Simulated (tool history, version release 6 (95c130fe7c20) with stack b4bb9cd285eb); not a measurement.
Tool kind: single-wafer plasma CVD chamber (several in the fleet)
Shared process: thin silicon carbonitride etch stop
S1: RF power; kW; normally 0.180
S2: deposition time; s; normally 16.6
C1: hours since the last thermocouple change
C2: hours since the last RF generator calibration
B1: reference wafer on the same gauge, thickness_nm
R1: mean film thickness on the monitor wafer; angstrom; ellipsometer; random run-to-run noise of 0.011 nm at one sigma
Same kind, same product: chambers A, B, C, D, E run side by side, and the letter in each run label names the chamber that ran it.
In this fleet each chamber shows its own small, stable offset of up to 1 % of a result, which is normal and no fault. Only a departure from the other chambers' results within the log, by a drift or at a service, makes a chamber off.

Run 1B, hour 5.3: usual settings; C1 1041.6; C2 118.4; B1 10.219. Result: R1 91.289 angstrom.
At hour 8.0: chamber C: thermocouple changed; heater temperature recalibrated.
Run 2C, hour 10.0: usual settings; C1 2.0; C2 789.9; B1 10.224. Result: R1 92.278 angstrom.
Run 3D, hour 15.5: usual settings; C1 790.5; C2 2012.8; B1 10.224. Result: R1 91.434 angstrom.
Run 4E, hour 20.1: usual settings; C1 1432.5; C2 138.4; B1 10.225. Result: R1 92.021 angstrom.
Run 5A, hour 24.2: usual settings; C1 52.0; C2 1631.1; B1 10.227. Result: R1 91.770 angstrom.
Run 6C, hour 27.7: usual settings; C1 19.7; C2 807.6; B1 10.232. Result: R1 92.356 angstrom.
Run 7B, hour 31.0: usual settings; C1 1067.3; C2 144.1; B1 10.228. Result: R1 91.411 angstrom.
Run 8E, hour 34.3: usual settings; C1 1446.7; C2 152.6; B1 10.230. Result: R1 92.015 angstrom.
Run 9A, hour 39.6: usual settings; C1 67.4; C2 1646.5; B1 10.234. Result: R1 91.831 angstrom.
Run 10D, hour 42.9: usual settings but S1 0.195 kW, S2 19.8 s; C1 817.9; C2 2040.2; B1 10.238. Result: R1 111.850 angstrom.
Run 11C, hour 47.6: usual settings but S1 0.195 kW, S2 19.8 s; C1 39.6; C2 827.5; B1 10.233. Result: R1 112.780 angstrom.
Run 12A, hour 51.3: usual settings but S1 0.195 kW, S2 19.8 s; C1 79.1; C2 1658.2; B1 10.237. Result: R1 112.140 angstrom.
Run 13B, hour 55.3: usual settings but S1 0.195 kW, S2 19.8 s; C1 1091.6; C2 168.4; B1 10.238. Result: R1 112.130 angstrom.
Run 14D, hour 59.7: usual settings but S1 0.195 kW, S2 19.8 s; C1 834.7; C2 2057.0; B1 10.239. Result: R1 111.810 angstrom.
Run 15E, hour 63.2: usual settings; C1 1475.6; C2 181.5; B1 10.241. Result: R1 92.138 angstrom.
Run 16E, hour 66.3: usual settings; C1 1478.7; C2 184.6; B1 10.245. Result: R1 91.975 angstrom.
Run 17B, hour 71.0: usual settings; C1 1107.3; C2 184.1; B1 10.241. Result: R1 91.386 angstrom.
Run 18A, hour 74.5: usual settings but S1 0.200 kW; C1 102.3; C2 1681.4; B1 10.245. Result: R1 94.963 angstrom.
Run 19D, hour 79.0: usual settings but S1 0.200 kW; C1 854.0; C2 2076.3; B1 10.243. Result: R1 94.531 angstrom.
Run 20C, hour 83.7: usual settings but S1 0.200 kW; C1 75.7; C2 863.6; B1 10.245. Result: R1 95.552 angstrom.
Run 21C, hour 86.9: usual settings but S1 0.200 kW; C1 78.9; C2 866.8; B1 10.249. Result: R1 95.562 angstrom.
Run 22D, hour 91.6: usual settings but S1 0.200 kW; C1 866.6; C2 2088.9; B1 10.250. Result: R1 94.704 angstrom.
Run 23A, hour 96.3: usual settings; C1 124.1; C2 1703.2; B1 10.252. Result: R1 92.102 angstrom.
Run 24E, hour 99.9: usual settings but S1 0.150 kW; C1 1512.3; C2 218.2; B1 10.251. Result: R1 87.273 angstrom.
Run 25B, hour 104.2: usual settings but S1 0.150 kW; C1 1140.5; C2 217.3; B1 10.256. Result: R1 86.677 angstrom.
Run 26E, hour 109.4: usual settings but S1 0.150 kW; C1 1521.8; C2 227.7; B1 10.256. Result: R1 87.160 angstrom.
Run 27D, hour 112.4: usual settings but S1 0.150 kW; C1 887.4; C2 2109.7; B1 10.254. Result: R1 86.918 angstrom.
Run 28C, hour 115.8: usual settings but S1 0.150 kW; C1 107.8; C2 895.7; B1 10.257. Result: R1 87.716 angstrom.
Run 29A, hour 119.2: usual settings but S1 0.205 kW, S2 13.4 s; C1 147.0; C2 1726.1; B1 10.259. Result: R1 77.144 angstrom.
Run 30B, hour 124.2: usual settings but S1 0.205 kW, S2 13.4 s; C1 1160.5; C2 237.3; B1 10.261. Result: R1 77.101 angstrom.
Run 31D, hour 128.4: usual settings but S1 0.205 kW, S2 13.4 s; C1 903.4; C2 2125.7; B1 10.262. Result: R1 77.154 angstrom.
Run 32A, hour 133.9: usual settings but S1 0.205 kW, S2 13.4 s; C1 161.7; C2 1740.8; B1 10.264. Result: R1 77.182 angstrom.
Run 33B, hour 139.0: usual settings but S1 0.205 kW, S2 13.4 s; C1 1175.3; C2 252.1; B1 10.267. Result: R1 76.968 angstrom.
Run 34C, hour 141.5: usual settings; C1 133.5; C2 921.4; B1 10.268. Result: R1 92.667 angstrom.
Run 35E, hour 146.3: usual settings; C1 1558.7; C2 264.6; B1 10.267. Result: R1 92.226 angstrom.
Run 36D, hour 148.8: usual settings but S2 19.7 s; C1 923.8; C2 2146.1; B1 10.268. Result: R1 108.970 angstrom.
Run 37C, hour 151.9: usual settings but S2 19.7 s; C1 143.9; C2 931.8; B1 10.272. Result: R1 109.960 angstrom.

Does one chamber stand apart from the rest, does the shared gauge drift, or is all well apart from small per-chamber offsets? Give the chamber and the most likely cause, where there is one.

Gauge drift. The chambers move together only on paper, and none stands off.
Cause: gauge reads high (%) = 0.493.
